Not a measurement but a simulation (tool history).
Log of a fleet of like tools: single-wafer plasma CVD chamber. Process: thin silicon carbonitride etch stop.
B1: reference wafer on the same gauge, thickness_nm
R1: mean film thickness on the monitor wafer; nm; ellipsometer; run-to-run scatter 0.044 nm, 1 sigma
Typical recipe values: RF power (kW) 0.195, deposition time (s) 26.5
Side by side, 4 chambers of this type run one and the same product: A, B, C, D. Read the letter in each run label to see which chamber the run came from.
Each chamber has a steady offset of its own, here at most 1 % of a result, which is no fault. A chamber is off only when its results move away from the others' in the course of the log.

{"run": "1A", "hour": 6.2, "RF power (kW)": 0.195, "deposition time (s)": 26.5, "B1": 15.096, "R1": 15.05}
{"run": "2C", "hour": 14.5, "RF power (kW)": 0.195, "deposition time (s)": 26.5, "B1": 15.106, "R1": 14.92}
{"run": "3B", "hour": 20.1, "RF power (kW)": 0.195, "deposition time (s)": 26.5, "B1": 15.096, "R1": 14.987}
{"run": "4D", "hour": 29.8, "RF power (kW)": 0.195, "deposition time (s)": 26.5, "B1": 15.099, "R1": 14.951}
{"run": "5C", "hour": 35.7, "RF power (kW)": 0.195, "deposition time (s)": 26.5, "B1": 15.099, "R1": 14.953}
{"run": "6A", "hour": 45.4, "RF power (kW)": 0.195, "deposition time (s)": 26.5, "B1": 15.093, "R1": 15.074}
{"run": "7D", "hour": 52.2, "RF power (kW)": 0.195, "deposition time (s)": 26.5, "B1": 15.111, "R1": 15.06}
{"run": "8B", "hour": 57.7, "RF power (kW)": 0.195, "deposition time (s)": 26.5, "B1": 15.103, "R1": 15.107}
{"run": "9B", "hour": 64.3, "RF power (kW)": 0.195, "deposition time (s)": 26.5, "B1": 15.101, "R1": 15.063}
{"run": "10C", "hour": 71.2, "RF power (kW)": 0.195, "deposition time (s)": 26.5, "B1": 15.099, "R1": 14.936}
{"run": "11D", "hour": 78.2, "RF power (kW)": 0.195, "deposition time (s)": 26.5, "B1": 15.095, "R1": 15.018}
{"run": "12A", "hour": 88.4, "RF power (kW)": 0.21, "deposition time (s)": 23.2, "B1": 15.099, "R1": 13.45}
{"run": "13C", "hour": 96.8, "RF power (kW)": 0.21, "deposition time (s)": 23.2, "B1": 15.098, "R1": 13.488}
{"run": "14B", "hour": 103.1, "RF power (kW)": 0.21, "deposition time (s)": 23.2, "B1": 15.099, "R1": 13.42}
{"run": "15D", "hour": 113.6, "RF power (kW)": 0.21, "deposition time (s)": 23.2, "B1": 15.104, "R1": 13.389}
{"run": "16A", "hour": 123.1, "RF power (kW)": 0.195, "deposition time (s)": 26.5, "B1": 15.109, "R1": 15.035}
{"run": "17D", "hour": 131.8, "RF power (kW)": 0.195, "deposition time (s)": 26.5, "B1": 15.098, "R1": 15.002}
{"run": "18C", "hour": 139.0, "RF power (kW)": 0.195, "deposition time (s)": 26.5, "B1": 15.085, "R1": 14.986}
{"run": "19B", "hour": 146.1, "RF power (kW)": 0.195, "deposition time (s)": 26.5, "B1": 15.104, "R1": 15.091}
{"run": "20A", "hour": 154.1, "RF power (kW)": 0.195, "deposition time (s)": 26.5, "B1": 15.098, "R1": 15.054}
{"run": "21B", "hour": 164.2, "RF power (kW)": 0.22, "deposition time (s)": 23.1, "B1": 15.104, "R1": 13.679}
{"run": "22C", "hour": 172.6, "RF power (kW)": 0.22, "deposition time (s)": 23.1, "B1": 15.093, "R1": 13.516}
{"run": "23D", "hour": 181.9, "RF power (kW)": 0.22, "deposition time (s)": 23.1, "B1": 15.093, "R1": 13.553}
{"run": "24A", "hour": 191.9, "RF power (kW)": 0.22, "deposition time (s)": 23.1, "B1": 15.1, "R1": 13.701}
{"run": "25D", "hour": 200.5, "RF power (kW)": 0.195, "deposition time (s)": 26.5, "B1": 15.089, "R1": 14.979}
{"run": "26C", "hour": 211.3, "RF power (kW)": 0.195, "deposition time (s)": 26.5, "B1": 15.105, "R1": 14.961}
{"run": "27B", "hour": 220.2, "RF power (kW)": 0.195, "deposition time (s)": 26.5, "B1": 15.11, "R1": 15.079}
{"run": "28A", "hour": 226.5, "RF power (kW)": 0.195, "deposition time (s)": 26.5, "B1": 15.097, "R1": 15.019}
{"run": "29B", "hour": 235.6, "RF power (kW)": 0.195, "deposition time (s)": 26.5, "B1": 15.098, "R1": 15.052}
{"run": "30D", "hour": 245.8, "RF power (kW)": 0.195, "deposition time (s)": 26.5, "B1": 15.104, "R1": 14.931}
{"run": "31C", "hour": 255.1, "RF power (kW)": 0.195, "deposition time (s)": 28.1, "B1": 15.105, "R1": 15.835}
{"run": "32A", "hour": 265.2, "RF power (kW)": 0.195, "deposition time (s)": 28.1, "B1": 15.099, "R1": 15.976}
{"run": "33B", "hour": 272.6, "RF power (kW)": 0.195, "deposition time (s)": 28.1, "B1": 15.098, "R1": 15.971}
{"run": "34A", "hour": 283.4, "RF power (kW)": 0.195, "deposition time (s)": 28.1, "B1": 15.102, "R1": 15.937}
{"run": "35C", "hour": 289.0, "RF power (kW)": 0.195, "deposition time (s)": 26.5, "B1": 15.092, "R1": 14.994}
{"run": "36D", "hour": 296.9, "RF power (kW)": 0.195, "deposition time (s)": 26.5, "B1": 15.1, "R1": 14.944}
{"run": "37C", "hour": 304.3, "RF power (kW)": 0.195, "deposition time (s)": 26.5, "B1": 15.09, "R1": 14.901}
{"run": "38D", "hour": 314.5, "RF power (kW)": 0.195, "deposition time (s)": 26.5, "B1": 15.102, "R1": 14.922}
{"hour": 318.3, "done": "chamber C: RF generator calibrated"}
{"run": "39B", "hour": 324.4, "RF power (kW)": 0.195, "deposition time (s)": 26.5, "B1": 15.108, "R1": 15.09}
{"run": "40A", "hour": 329.7, "RF power (kW)": 0.195, "deposition time (s)": 26.5, "B1": 15.09, "R1": 15.146}
{"run": "41A", "hour": 335.3, "RF power (kW)": 0.195, "deposition time (s)": 26.5, "B1": 15.105, "R1": 15.078}
{"run": "42D", "hour": 340.5, "RF power (kW)": 0.195, "deposition time (s)": 29.7, "B1": 15.102, "R1": 16.789}
{"run": "43B", "hour": 347.4, "RF power (kW)": 0.195, "deposition time (s)": 29.7, "B1": 15.099, "R1": 16.875}
{"run": "44C", "hour": 356.8, "RF power (kW)": 0.195, "deposition time (s)": 29.7, "B1": 15.096, "R1": 16.699}

Predict what each chamber gives when all 4 of them run the settings below next.
{"run": "45A", "hour": 364.5, "RF power (kW)": 0.195, "deposition time (s)": 26.5, "R1": "?"}
{"run": "45B", "hour": 364.5, "RF power (kW)": 0.195, "deposition time (s)": 26.5, "R1": "?"}
{"run": "45C", "hour": 364.5, "RF power (kW)": 0.195, "deposition time (s)": 26.5, "R1": "?"}
{"run": "45D", "hour": 364.5, "RF power (kW)": 0.195, "deposition time (s)": 26.5, "R1": "?"}

run=45A R1=15.154
run=45B R1=15.046
run=45C R1=14.992
run=45D R1=14.939

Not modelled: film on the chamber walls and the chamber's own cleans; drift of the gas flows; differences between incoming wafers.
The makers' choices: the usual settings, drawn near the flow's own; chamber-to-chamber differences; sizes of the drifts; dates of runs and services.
